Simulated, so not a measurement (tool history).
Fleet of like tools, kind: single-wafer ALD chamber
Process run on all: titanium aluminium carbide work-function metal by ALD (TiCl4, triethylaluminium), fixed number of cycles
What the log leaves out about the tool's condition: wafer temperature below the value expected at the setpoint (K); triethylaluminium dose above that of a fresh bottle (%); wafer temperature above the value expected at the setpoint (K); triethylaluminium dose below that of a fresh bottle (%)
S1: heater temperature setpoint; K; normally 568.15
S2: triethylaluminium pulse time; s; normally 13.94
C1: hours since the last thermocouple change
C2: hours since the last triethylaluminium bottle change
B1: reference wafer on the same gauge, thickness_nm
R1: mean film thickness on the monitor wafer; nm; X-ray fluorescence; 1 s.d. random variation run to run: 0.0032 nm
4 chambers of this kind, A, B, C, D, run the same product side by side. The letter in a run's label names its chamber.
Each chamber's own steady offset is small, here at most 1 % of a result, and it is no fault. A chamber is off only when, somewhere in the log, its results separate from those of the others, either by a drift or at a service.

run,hour,S1,S2,C1,C2,B1,R1
1B,15.3,568.15,13.94,668.0,401.5,2.0697,1.9947
2C,25.2,568.15,13.94,1024.1,298.6,2.0692,2.0016
3D,41.9,568.15,13.94,1254.8,877.5,2.0697,2.0129
4A,51.1,568.15,13.94,135.8,61.5,2.0677,2.0077
5B,63.8,568.15,18.13,716.5,450.0,2.0683,2.0117
6A,77.2,568.15,18.13,161.9,87.6,2.0680,2.0181
7C,85.6,568.15,18.13,1084.5,359.0,2.0672,2.0114
8D,94.1,568.15,18.13,1307.0,929.7,2.0671,2.0249
9B,105.1,559.15,13.94,757.8,491.3,2.0665,1.9218
10D,118.4,559.15,13.94,1331.3,954.0,2.0669,1.9295
11A,127.8,559.15,13.94,212.5,138.2,2.0658,1.9323
12C,141.0,559.15,13.94,1139.9,414.4,2.0661,1.9113
13D,150.3,568.15,13.94,1363.2,985.9,2.0637,2.0134
14A,165.2,568.15,13.94,249.9,175.6,2.0649,2.0054
15B,174.8,568.15,13.94,827.5,561.0,2.0645,2.0033
# hour 177.4: chamber C: thermocouple changed; heater temperature recalibrated
16C,188.7,568.15,13.94,11.3,462.1,2.0640,1.9928
17B,199.5,568.15,13.94,852.2,585.7,2.0629,1.9965
18C,209.4,568.15,13.94,32.0,482.8,2.0633,1.9910
19A,220.8,568.15,13.94,305.5,231.2,2.0619,2.0039
20D,232.3,568.15,13.94,1445.2,1067.9,2.0624,2.0042
21C,246.0,568.15,13.94,68.6,519.4,2.0618,1.9938
22A,258.0,568.15,13.94,342.7,268.4,2.0615,2.0025
# hour 258.4: chamber B: thermocouple changed; heater temperature recalibrated
23B,271.8,568.15,13.94,13.5,658.0,2.0615,1.9938
24D,279.3,568.15,13.94,1492.2,1114.9,2.0596,2.0120
25D,288.7,568.15,13.94,1501.6,1124.3,2.0595,2.0126
26C,298.2,568.15,13.94,120.8,571.6,2.0596,1.9884
27A,313.9,568.15,13.94,398.6,324.3,2.0602,2.0032
28B,328.8,568.15,13.94,70.5,715.0,2.0587,1.9950
29C,339.5,568.15,13.94,162.1,612.9,2.0592,1.9833
30B,350.0,568.15,13.94,91.7,736.2,2.0577,1.9880
31A,359.8,568.15,13.94,444.5,370.2,2.0584,1.9967
32D,367.8,568.15,13.94,1580.7,1203.4,2.0578,2.0036
33B,382.6,568.15,13.94,124.3,768.8,2.0579,1.9880
34A,391.3,568.15,13.94,476.0,401.7,2.0569,1.9952
35D,401.1,578.15,16.64,1614.0,1236.7,2.0565,2.1078
36C,411.0,578.15,16.64,233.6,684.4,2.0569,2.0873

Predict what each chamber gives when all 4 of them run the settings below next.
37A,423.0,568.15,13.94,,,,?
37B,423.0,568.15,13.94,,,,?
37C,423.0,568.15,13.94,,,,?
37D,423.0,568.15,13.94,,,,?

run,R1
37A,1.9996
37B,1.9898
37C,1.9849
37D,2.0061

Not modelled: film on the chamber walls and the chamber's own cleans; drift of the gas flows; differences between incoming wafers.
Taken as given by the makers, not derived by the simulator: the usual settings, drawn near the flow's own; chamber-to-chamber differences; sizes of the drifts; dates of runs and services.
